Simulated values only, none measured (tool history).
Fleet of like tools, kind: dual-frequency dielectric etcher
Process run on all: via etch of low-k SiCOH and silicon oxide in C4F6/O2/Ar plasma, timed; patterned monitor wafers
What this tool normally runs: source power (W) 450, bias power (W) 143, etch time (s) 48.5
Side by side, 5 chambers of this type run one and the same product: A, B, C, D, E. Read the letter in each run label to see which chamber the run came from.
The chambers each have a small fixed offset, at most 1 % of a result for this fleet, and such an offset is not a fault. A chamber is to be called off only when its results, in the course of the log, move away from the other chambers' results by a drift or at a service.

run   hour  source power (W)  bias power (W)  etch time (s)  hours since the last wet clean  hours since the last source power generator calibration  hours since the last bias power generator calibration  read-back reference wafer on the same gauge, depth_nm  mean etch depth across the wafer (nm)
 1D    7.9               450             143           48.5                           326.9                                                   1824.3                                                  764.3                                                 104.97                                 111.44
 2C   15.8               450             143           48.5                           148.7                                                   1065.2                                                 3641.3                                                 104.97                                 111.84
 3E   28.2               450             143           48.5                           341.7                                                   1875.7                                                 2728.6                                                 104.97                                 111.67
 4A   43.5               450             143           48.5                           329.6                                                    206.9                                                 2238.6                                                 105.03                                 112.02
 5B   53.9               450             143           48.5                           114.3                                                   2282.6                                                 1504.4                                                 105.05                                 111.76
 6E   67.6               450             143           48.5                           381.1                                                   1915.1                                                   2768                                                 104.98                                 111.71
 7C   75.8               450             143           48.5                           208.7                                                   1125.2                                                 3701.3                                                 105.05                                 111.79
 8B   89.9               450             143           48.5                           150.3                                                   2318.6                                                 1540.4                                                 105.03                                 111.56
 9A    105               450             143           48.5                           391.1                                                    268.4                                                 2300.1                                                 104.98                                 112.27
10D  113.2               450             143           48.5                           432.2                                                   1929.6                                                  869.6                                                 104.98                                 111.88
     120.2  -- chamber E: wet clean of the chamber
11B  127.9               450             143           48.5                           188.3                                                   2356.6                                                 1578.4                                                 104.96                                 112.23
12A    139               450             143           48.5                           425.1                                                    302.4                                                 2334.1                                                 105.02                                 111.88
13C  153.4               450             143             57                           286.3                                                   1202.8                                                 3778.9                                                 105.03                                 131.51
14D    162               450             143             57                             481                                                   1978.4                                                  918.4                                                    105                                 130.09
15E  169.7               450             143             57                            49.6                                                   2017.2                                                 2870.1                                                 104.95                                 130.59
16E  180.6               450             143             57                            60.5                                                   2028.1                                                   2881                                                 104.92                                 130.66
17C  191.9               450             143             57                           324.8                                                   1241.3                                                 3817.4                                                 105.07                                 132.09
     201.5  -- chamber D: wet clean of the chamber
18A  205.8               450             143           48.5                           491.9                                                    369.2                                                 2400.9                                                 104.99                                 111.28
19B  212.7               450             143           48.5                           273.1                                                   2441.4                                                 1663.2                                                 105.04                                 112.08
20D  222.7               450             143           48.5                            21.3                                                   2039.1                                                  979.1                                                 104.96                                 110.89
     224.2  -- chamber C: wet clean of the chamber
     224.9  -- chamber A: wet clean of the chamber
21B  236.6               450             143           48.5                             297                                                   2465.3                                                 1687.1                                                 104.99                                 111.37
     238.9  -- chamber B: bias power generator calibrated
22D  245.6               450             143           48.5                            44.2                                                     2062                                                   1002                                                 105.01                                 110.47
23E  260.7               450             143           48.5                           140.6                                                   2108.2                                                 2961.1                                                 104.98                                  111.7
24C  275.5               450             143           48.5                            51.3                                                   1324.9                                                   3901                                                    105                                 114.43
25A    289               450             143           48.5                            64.2                                                    452.4                                                 2484.1                                                 104.95                                 111.94
26A  301.9               450             143           48.5                            77.1                                                    465.3                                                   2497                                                 105.02                                 112.93
27D  312.1               450             143           58.5                           110.7                                                   2128.5                                                 1068.5                                                 104.99                                 134.69
28C  324.2               450             143           58.5                             100                                                   1373.6                                                 3949.7                                                 105.05                                 137.21
29B  332.5               450             143           58.5                           392.9                                                   2561.2                                                   93.6                                                 105.04                                 134.33
30E  343.8               450             143           58.5                           223.7                                                   2191.3                                                 3044.2                                                 105.01                                 135.17
     354.6  -- chamber B: wet clean of the chamber
31E  357.2               450             143           58.5                           237.1                                                   2204.7                                                 3057.6                                                 104.99                                 134.29
32D  369.8               450             143           48.5                           168.4                                                   2186.2                                                 1126.2                                                 104.99                                  111.3
33C  380.1               450             143           48.5                           155.9                                                   1429.5                                                 4005.6                                                 104.95                                 114.36
34A  390.4               450             143           48.5                           165.6                                                    553.8                                                 2585.5                                                 104.95                                 112.24
     403.3  -- chamber B: source power generator calibrated
35B  404.1               450             143           48.5                            49.5                                                      0.9                                                  165.2                                                 104.94                                 111.38
36D  415.6               450             143           48.5                           214.2                                                     2232                                                   1172                                                 104.92                                 111.89
37C  422.6               450             143           48.5                           198.4                                                     1472                                                 4048.1                                                 105.03                                 114.94
38E  437.8               450             115           48.5                           317.7                                                   2285.3                                                 3138.2                                                 105.04                                  104.9
39B  447.2               450             115           48.5                            92.6                                                       44                                                  208.3                                                 104.94                                 104.24
40A  455.4               450             115           48.5                           230.6                                                    618.8                                                 2650.5                                                 105.11                                 104.81
41E  463.9               450             115           48.5                           343.8                                                   2311.4                                                 3164.3                                                 105.02                                 104.17

Read the log: is a single chamber off, either drifting away or since a service, is the gauge that measures every chamber drifting, or is nothing wrong beyond small per-chamber offsets? Name any odd chamber and what most likely caused it.

Chamber C has stood off from the others ever since a service on it.
Cause: etch rate over this chamber's usual, % = 2.07.

Below are 4 candidate recipes for chamber C's next run, each the usual settings with a change, their results shown as question marks. Which of them brings C's results back in line with what the other chambers give on the usual settings?
Allowed miss from the other chambers' usual-settings mean, per result, to count as in line: mean etch depth across the wafer (nm) 1.3
42C-1  474.9               440             143           48.5                                                                                                                                                                                                                                             ?
42C-2  474.9               450             144           49.5                                                                                                                                                                                                                                             ?
42C-3  474.9               430             138           48.5                                                                                                                                                                                                                                             ?
42C-4  474.9               450             145           48.5                                                                                                                                                                                                                                             ?

Other chambers, usual settings, mean: mean etch depth across the wafer (nm) 111.61
  run  mean etch depth across the wafer (nm)
42C-1                                 113.43
42C-2                                 117.03
42C-3                                 111.22
42C-4                                 114.91
42C-3 puts the chamber back in line with the other chambers.

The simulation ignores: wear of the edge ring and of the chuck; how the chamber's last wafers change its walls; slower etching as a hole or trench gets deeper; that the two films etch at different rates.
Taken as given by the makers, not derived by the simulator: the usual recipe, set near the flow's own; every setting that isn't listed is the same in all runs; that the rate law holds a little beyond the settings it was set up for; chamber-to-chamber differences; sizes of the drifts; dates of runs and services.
